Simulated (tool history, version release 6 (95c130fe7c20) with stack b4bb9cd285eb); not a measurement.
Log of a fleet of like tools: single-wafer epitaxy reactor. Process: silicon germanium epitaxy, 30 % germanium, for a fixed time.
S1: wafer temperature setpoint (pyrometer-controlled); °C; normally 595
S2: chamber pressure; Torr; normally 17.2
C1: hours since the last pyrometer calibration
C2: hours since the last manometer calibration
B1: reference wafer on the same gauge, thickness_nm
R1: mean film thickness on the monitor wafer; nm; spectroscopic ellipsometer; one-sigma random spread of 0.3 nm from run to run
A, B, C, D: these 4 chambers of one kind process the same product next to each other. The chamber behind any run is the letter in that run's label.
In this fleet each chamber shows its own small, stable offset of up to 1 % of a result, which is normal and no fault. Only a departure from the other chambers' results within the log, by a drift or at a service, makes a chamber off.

| run | day | S1 | S2 | C1 | C2 | B1 | R1 |
|---|---|---|---|---|---|---|---|
| 1D | 0.354 | 595 | 17.2 | 586.4 | 1203.5 | 50.81 | 50.497 |
| 2B | 0.575 | 595 | 17.2 | 156.9 | 764.1 | 50.827 | 50.791 |
| 3A | 0.85 | 595 | 17.2 | 31.6 | 1026.1 | 50.834 | 50.759 |
| 4C | 1.167 | 595 | 17.2 | 494.5 | 428.5 | 50.815 | 51.37 |
| 5C | 1.442 | 595 | 17.2 | 501.1 | 435.1 | 50.735 | 50.675 |
| 6D | 1.667 | 595 | 17.2 | 617.9 | 1235 | 50.745 | 50.763 |
| 7A | 2.025 | 595 | 17.2 | 59.8 | 1054.3 | 50.771 | 51.034 |
| 8B | 2.242 | 603 | 14.3 | 196.9 | 804.1 | 50.817 | 53.45 |
| 9C | 2.596 | 603 | 14.3 | 528.8 | 462.8 | 50.734 | 54.47 |
| 10A | 2.921 | 603 | 14.3 | 81.3 | 1075.8 | 50.848 | 54.764 |
| 11B | 3.238 | 603 | 14.3 | 220.8 | 828 | 50.726 | 54.581 |
| 12D | 3.467 | 595 | 17.2 | 661.1 | 1278.2 | 50.756 | 50.672 |
| 13A | 3.629 | 595 | 17.2 | 98.3 | 1092.8 | 50.758 | 50.949 |
| 14C | 3.817 | 595 | 17.2 | 558.1 | 492.1 | 50.796 | 50.217 |
| 15D | 4.167 | 595 | 17.2 | 677.9 | 1295 | 50.82 | 50.587 |
| 16B | 4.421 | 595 | 17.2 | 249.2 | 856.4 | 50.744 | 50.118 |
| 17D | 4.633 | 603 | 13 | 689.1 | 1306.2 | 50.753 | 52.795 |
| 18A | 4.988 | 603 | 13 | 130.9 | 1125.4 | 50.798 | 52.681 |
| 19B | 5.175 | 603 | 13 | 267.3 | 874.5 | 50.732 | 52.074 |
|  | 5.429 | chamber D: capacitance manometer re-zeroed and calibrated |
| 20C | 5.479 | 603 | 13 | 598 | 532 | 50.767 | 52.519 |
| 21A | 5.808 | 595 | 17.2 | 150.6 | 1145.1 | 50.745 | 50.605 |
| 22C | 6.079 | 595 | 17.2 | 612.4 | 546.4 | 50.827 | 50.719 |
| 23B | 6.304 | 595 | 17.2 | 294.4 | 901.6 | 50.865 | 50.782 |
| 24D | 6.638 | 595 | 17.2 | 737.2 | 29.1 | 50.788 | 50.396 |
| 25C | 6.983 | 595 | 17.2 | 634.1 | 568.1 | 50.725 | 50.534 |
| 26A | 7.175 | 595 | 17.2 | 183.4 | 1177.9 | 50.708 | 50.862 |
| 27D | 7.425 | 595 | 17.2 | 756.1 | 48 | 50.845 | 50.245 |
| 28B | 7.667 | 584 | 13.5 | 327.1 | 934.3 | 50.762 | 36.877 |
| 29A | 7.908 | 584 | 13.5 | 201 | 1195.5 | 50.771 | 37.587 |
| 30B | 8.1 | 584 | 13.5 | 337.5 | 944.7 | 50.813 | 37.003 |
| 31D | 8.379 | 584 | 13.5 | 779 | 70.9 | 50.726 | 37.491 |
| 32C | 8.738 | 587 | 17.2 | 676.2 | 610.2 | 50.759 | 43.356 |
| 33B | 9.071 | 587 | 17.2 | 360.8 | 968 | 50.778 | 42.503 |
| 34A | 9.404 | 587 | 17.2 | 236.9 | 1231.4 | 50.818 | 43.541 |
| 35C | 9.662 | 587 | 17.2 | 698.4 | 632.4 | 50.796 | 43.456 |
| 36D | 9.879 | 587 | 14.6 | 815 | 106.9 | 50.809 | 40.736 |
| 37A | 10.192 | 587 | 14.6 | 255.8 | 1250.3 | 50.782 | 40.933 |

What goes on in this fleet: one chamber off, a drifting gauge, or nothing beyond the chambers' own small offsets? Name the chamber and the cause, if any.

Beyond each chamber's small constant offset nothing stands out, and the gauge stays steady.
